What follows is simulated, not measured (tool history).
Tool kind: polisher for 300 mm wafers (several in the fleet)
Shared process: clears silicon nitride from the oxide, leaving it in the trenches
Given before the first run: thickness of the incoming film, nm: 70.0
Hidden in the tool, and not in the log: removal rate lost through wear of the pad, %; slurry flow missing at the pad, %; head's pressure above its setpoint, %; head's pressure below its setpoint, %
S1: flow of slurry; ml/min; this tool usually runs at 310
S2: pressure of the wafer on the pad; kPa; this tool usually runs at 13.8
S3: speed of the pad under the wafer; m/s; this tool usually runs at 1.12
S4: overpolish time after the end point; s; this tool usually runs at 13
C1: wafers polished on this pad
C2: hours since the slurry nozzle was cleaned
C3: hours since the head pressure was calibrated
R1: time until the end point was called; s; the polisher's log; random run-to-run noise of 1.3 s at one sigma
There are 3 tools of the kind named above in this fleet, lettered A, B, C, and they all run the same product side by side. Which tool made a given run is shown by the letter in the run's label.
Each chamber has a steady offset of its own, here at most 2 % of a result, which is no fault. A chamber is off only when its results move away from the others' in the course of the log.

run 1A hour=13.9 | S1=310 S2=13.8 S3=1.12 S4=13 | C1=473 C2=190.4 C3=875.1 | R1=93.222
run 2C hour=27.2 | S1=310 S2=13.8 S3=1.12 S4=13 | C1=1087 C2=241.2 C3=376.5 | R1=94.25
-- hour=30.4 chamber C: worn pad replaced by a new one
run 3B hour=35.1 | S1=310 S2=13.8 S3=1.12 S4=13 | C1=764 C2=556.7 C3=67.4 | R1=96.475
-- hour=45.1 chamber B: slurry nozzle cleaned
run 4B hour=47.5 | S1=310 S2=13.8 S3=1.12 S4=13 | C1=907 C2=2.5 C3=79.8 | R1=97.694
-- hour=57.8 chamber B: worn pad replaced by a new one
run 5A hour=61.5 | S1=310 S2=13.8 S3=1.12 S4=13 | C1=1022 C2=238 C3=922.7 | R1=94.144
run 6C hour=68.7 | S1=310 S2=13.8 S3=1.12 S4=13 | C1=442 C2=282.7 C3=418 | R1=95.199
-- hour=77.2 chamber C: head pressure recalibrated
-- hour=77.9 chamber A: worn pad replaced by a new one
-- hour=78.5 chamber C: slurry nozzle cleaned
run 7C hour=84.6 | S1=310 S2=11.7 S3=1.12 S4=10 | C1=625 C2=6.2 C3=7.4 | R1=112.28
run 8B hour=91.9 | S1=310 S2=11.7 S3=1.12 S4=10 | C1=394 C2=46.9 C3=124.2 | R1=112.04
run 9A hour=103.4 | S1=310 S2=11.7 S3=1.12 S4=10 | C1=294 C2=279.9 C3=964.6 | R1=111.78
run 10B hour=115.6 | S1=310 S2=13.8 S3=1.12 S4=13 | C1=667 C2=70.6 C3=147.9 | R1=93.831
-- hour=128 chamber C: worn pad replaced by a new one
run 11C hour=130.9 | S1=310 S2=13.8 S3=1.12 S4=13 | C1=33 C2=52.5 C3=53.7 | R1=95.544
run 12A hour=140.1 | S1=310 S2=13.8 S3=1.12 S4=13 | C1=718 C2=316.6 C3=1001.3 | R1=92.57
run 13A hour=150.2 | S1=220 S2=13.8 S3=1.12 S4=13 | C1=834 C2=326.7 C3=1011.4 | R1=98.143
run 14B hour=162 | S1=220 S2=13.8 S3=1.12 S4=13 | C1=1203 C2=117 C3=194.3 | R1=97.601
-- hour=171.3 chamber A: worn pad replaced by a new one
run 15C hour=172.3 | S1=220 S2=13.8 S3=1.12 S4=13 | C1=511 C2=93.9 C3=95.1 | R1=99.358
-- hour=173.1 chamber B: worn pad replaced by a new one
run 16B hour=183.2 | S1=310 S2=13.8 S3=1.12 S4=13 | C1=117 C2=138.2 C3=215.5 | R1=96.258
run 17A hour=196.6 | S1=310 S2=13.8 S3=1.12 S4=13 | C1=292 C2=373.1 C3=1057.8 | R1=91.481
run 18C hour=206.2 | S1=310 S2=13.8 S3=1.12 S4=13 | C1=902 C2=127.8 C3=129 | R1=94.86
run 19B hour=219.6 | S1=310 S2=13.8 S3=1.12 S4=13 | C1=537 C2=174.6 C3=251.9 | R1=97.022
run 20A hour=232.6 | S1=310 S2=13.8 S3=1.12 S4=13 | C1=707 C2=409.1 C3=1093.8 | R1=89.81
-- hour=239.6 chamber C: worn pad replaced by a new one
run 21C hour=243.4 | S1=310 S2=13.8 S3=1.12 S4=13 | C1=44 C2=165 C3=166.2 | R1=94.877
run 22C hour=250.8 | S1=310 S2=13.8 S3=1.34 S4=13 | C1=129 C2=172.4 C3=173.6 | R1=78.787
run 23A hour=264.6 | S1=310 S2=13.8 S3=1.34 S4=13 | C1=1077 C2=441.1 C3=1125.8 | R1=75.184
-- hour=274.2 chamber B: worn pad replaced by a new one
run 24B hour=276.7 | S1=310 S2=13.8 S3=1.34 S4=13 | C1=29 C2=231.7 C3=309 | R1=80.144
-- hour=278.8 chamber B: head pressure recalibrated
-- hour=284.6 chamber A: worn pad replaced by a new one
run 25C hour=286.8 | S1=310 S2=13.8 S3=1.12 S4=13 | C1=544 C2=208.4 C3=209.6 | R1=96.511
run 26B hour=298.5 | S1=310 S2=13.8 S3=1.12 S4=13 | C1=280 C2=253.5 C3=19.7 | R1=96.301
run 27A hour=308 | S1=310 S2=13.8 S3=1.12 S4=13 | C1=270 C2=484.5 C3=1169.2 | R1=88.641
run 28C hour=320 | S1=310 S2=13.8 S3=1.12 S4=13 | C1=928 C2=241.6 C3=242.8 | R1=95.36
run 29B hour=328.7 | S1=310 S2=13.8 S3=1.12 S4=13 | C1=629 C2=283.7 C3=49.9 | R1=95.28
-- hour=331.2 chamber C: worn pad replaced by a new one
run 30A hour=341.9 | S1=310 S2=13.8 S3=1.12 S4=13 | C1=661 C2=518.4 C3=1203.1 | R1=86.926
run 31B hour=358.4 | S1=310 S2=13.8 S3=1.12 S4=13 | C1=971 C2=313.4 C3=79.6 | R1=94.414
-- hour=363.4 chamber B: worn pad replaced by a new one
run 32A hour=369.7 | S1=310 S2=13.8 S3=1.12 S4=13 | C1=982 C2=546.2 C3=1230.9 | R1=89.16
-- hour=377.6 chamber A: worn pad replaced by a new one
run 33C hour=385.5 | S1=310 S2=13.8 S3=1.12 S4=13 | C1=627 C2=307.1 C3=308.3 | R1=95.723
-- hour=387.8 chamber A: slurry nozzle cleaned
run 34B hour=393.2 | S1=310 S2=18.6 S3=1.12 S4=19 | C1=344 C2=348.2 C3=114.4 | R1=70.524
run 35C hour=406 | S1=310 S2=18.6 S3=1.12 S4=19 | C1=863 C2=327.6 C3=328.8 | R1=70.272
run 36A hour=414.7 | S1=310 S2=18.6 S3=1.12 S4=19 | C1=429 C2=26.9 C3=1275.9 | R1=63.743
run 37A hour=428.8 | S1=310 S2=13.8 S3=1.12 S4=13 | C1=591 C2=41 C3=1290 | R1=88.243
-- hour=436.5 chamber C: worn pad replaced by a new one
-- hour=439.1 chamber C: slurry nozzle cleaned
run 38B hour=443.3 | S1=310 S2=13.8 S3=1.12 S4=13 | C1=922 C2=398.3 C3=164.5 | R1=95.233
run 39C hour=451.6 | S1=310 S2=13.8 S3=1.12 S4=13 | C1=174 C2=12.6 C3=374.4 | R1=96.458
run 40A hour=460.2 | S1=310 S2=13.8 S3=1.12 S4=13 | C1=953 C2=72.4 C3=1321.4 | R1=85.57
-- hour=464.1 chamber A: worn pad replaced by a new one
run 41C hour=473.7 | S1=310 S2=13.8 S3=1.12 S4=7 | C1=429 C2=34.7 C3=396.5 | R1=97.406
-- hour=479.9 chamber B: worn pad replaced by a new one
run 42B hour=488.1 | S1=310 S2=13.8 S3=1.12 S4=7 | C1=95 C2=443.1 C3=209.3 | R1=96.354
run 43C hour=499.5 | S1=310 S2=13.8 S3=1.12 S4=7 | C1=727 C2=60.5 C3=422.3 | R1=96.702
run 44A hour=507.8 | S1=310 S2=13.8 S3=1.12 S4=13 | C1=505 C2=120 C3=1369 | R1=84.491

Decide between three cases: one chamber stands off from its peers, the gauge reading all wafers drifts, or nothing is wrong past each chamber's small offset. Where a chamber is off, say which and what most likely put it there.

Little by little, chamber A moves away from the other chambers.
Most likely cause: head's pressure above its setpoint, % = 11.5.

Below are 4 candidate recipes for chamber A's next run, each the usual settings with a change, their results shown as question marks. Which of them brings A's results back in line with what the other chambers give on the usual settings?
In-line tolerance around the mean of the other chambers on the usual settings: R1 4.6 s
run 45A-1 hour=519.7 | S1=310 S2=13.1 S3=1.06 S4=13 | R1=?
run 45A-2 hour=519.7 | S1=315 S2=13.8 S3=1.26 S4=13 | R1=?
run 45A-3 hour=519.7 | S1=310 S2=17.2 S3=1.12 S4=13 | R1=?
run 45A-4 hour=519.7 | S1=310 S2=11 S3=1.12 S4=13 | R1=?

The other chambers' mean on the usual settings: R1 95.733 s
run=45A-1 R1=94.395
run=45A-2 R1=75.337
run=45A-3 R1=67.791
run=45A-4 R1=106.24
The answer is 45A-1, which returns the chamber to within the allowed miss of the others.

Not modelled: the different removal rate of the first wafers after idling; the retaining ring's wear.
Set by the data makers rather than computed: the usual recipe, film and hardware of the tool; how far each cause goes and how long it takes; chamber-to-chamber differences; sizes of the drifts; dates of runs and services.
